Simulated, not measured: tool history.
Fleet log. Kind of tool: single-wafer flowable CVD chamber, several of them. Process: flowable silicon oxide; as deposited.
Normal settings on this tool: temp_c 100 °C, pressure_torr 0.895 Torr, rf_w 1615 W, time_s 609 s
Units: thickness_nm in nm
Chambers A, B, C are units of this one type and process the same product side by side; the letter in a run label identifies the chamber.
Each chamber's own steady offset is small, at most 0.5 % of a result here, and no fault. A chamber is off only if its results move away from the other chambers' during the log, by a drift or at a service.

run,hour,temp_c,pressure_torr,rf_w,time_s,hours since the last thermocouple change,hours since the last RF generator calibration,hours since the last manometer calibration,"read-back reference wafer on the same gauge, thickness_nm",thickness_nm
1C,12.8,100,0.895,1615,609,1981.1,48.8,1234.2,327.77,402.1
2A,21.5,100,0.895,1615,609,604.5,694.7,545.6,328.06,407.15
# hour 24.8: chamber B: capacitance manometer re-zeroed and calibrated
3B,33.2,100,0.895,1615,609,1508.8,2311,8.5,328.27,406.19
4C,44.4,100,0.895,1615,609,2012.7,80.4,1265.8,328.09,406.49
5A,51.5,100,0.895,1615,609,634.5,724.7,575.6,327.87,401.59
6B,63.8,100,0.895,1615,609,1539.4,2341.6,39.1,327.85,404.61
7B,77.1,100,0.895,1615,609,1552.7,2354.9,52.4,327.48,406.89
8A,89.5,100,0.895,1615,609,672.5,762.7,613.6,328.28,408.23
9C,96.8,100,0.895,1615,609,2065.1,132.8,1318.2,327.96,404.22
# hour 98.2: chamber B: RF generator calibrated
10C,104.3,100,0.895,1615,609,2072.6,140.3,1325.7,327.83,411.28
# hour 117: chamber B: thermocouple changed; heater temperature recalibrated
11A,119.8,100,0.895,1615,609,702.8,793,643.9,327.97,404.73
12B,132.8,95,0.895,1920,609,15.8,34.7,108.1,328.02,507.1
13B,149.2,95,0.895,1920,609,32.2,51.1,124.5,328.19,502.28
14C,165,95,0.895,1920,609,2133.3,201,1386.4,327.93,498.86
15A,177.3,100,0.895,1615,609,760.3,850.5,701.4,327.75,405.34
16B,185.5,100,0.895,1615,609,68.5,87.4,160.8,327.78,409.92
17A,199.7,100,0.895,1615,609,782.7,872.9,723.8,328.16,402.48
18C,212.8,100,0.895,1615,609,2181.1,248.8,1434.2,328.08,408.38
19B,222.1,100,0.895,1615,609,105.1,124,197.4,327.68,405.09
20C,234.4,100,0.895,1615,609,2202.7,270.4,1455.8,327.73,407.97
21A,246.4,100,0.895,1615,609,829.4,919.6,770.5,328.17,398.46
22C,258.8,100,0.895,1615,609,2227.1,294.8,1480.2,327.66,405.68
23B,270.4,100,0.895,1615,609,153.4,172.3,245.7,327.87,408.99
24A,277.8,100,0.895,1615,609,860.8,951,801.9,327.7,395.62
25B,289.4,100,0.895,1615,609,172.4,191.3,264.7,327.73,408.17
26C,299.6,100,0.895,1615,609,2267.9,335.6,1521,327.62,409.91
27A,309.2,100,0.895,1615,609,892.2,982.4,833.3,327.81,395.88
28B,324.1,100,0.895,1615,609,207.1,226,299.4,328.36,407.97
29C,337.6,100,0.895,1615,609,2305.9,373.6,1559,327.48,407.78
30A,346,100,0.895,1615,609,929,1019.2,870.1,328.06,394.41
31A,359,100,0.895,1615,609,942,1032.2,883.1,328.23,397.34
32B,374.8,100,0.895,1615,609,257.8,276.7,350.1,328.42,402.39
33C,384.3,100,0.895,1615,609,2352.6,420.3,1605.7,328.24,409.57

Is one chamber out of step, is the gauge drifting, or do the chambers differ by no more than their own small offsets? For an off chamber, give its letter and the likeliest cause.

Chamber A drifts away from the others.
Cause: wafer temperature above the value expected at the setpoint (K) = 0.975.
Not necessarily distinguishable in this log from: true pressure below the setpoint (%).

Chamber A could run next with any of the 4 candidate recipes listed below; each alters the usual settings, and their results appear as question marks. Which one brings its results back in line with what the other chambers deliver on the usual settings?
To be in line, a result may differ from the other chambers' mean on the usual settings by at most: thickness_nm 8.4 nm
34A-1,396.1,100,0.895,1615,566,,,,,?
34A-2,396.1,100,0.871,1615,609,,,,,?
34A-3,396.1,99,0.895,1615,612,,,,,?
34A-4,396.1,100,0.945,1615,609,,,,,?

Other chambers, usual settings, mean: thickness_nm 406.79 nm
run,thickness_nm
34A-1,365.06
34A-2,379.63
34A-3,408.29
34A-4,419.96
With 34A-3, the chamber falls back in line with the rest.
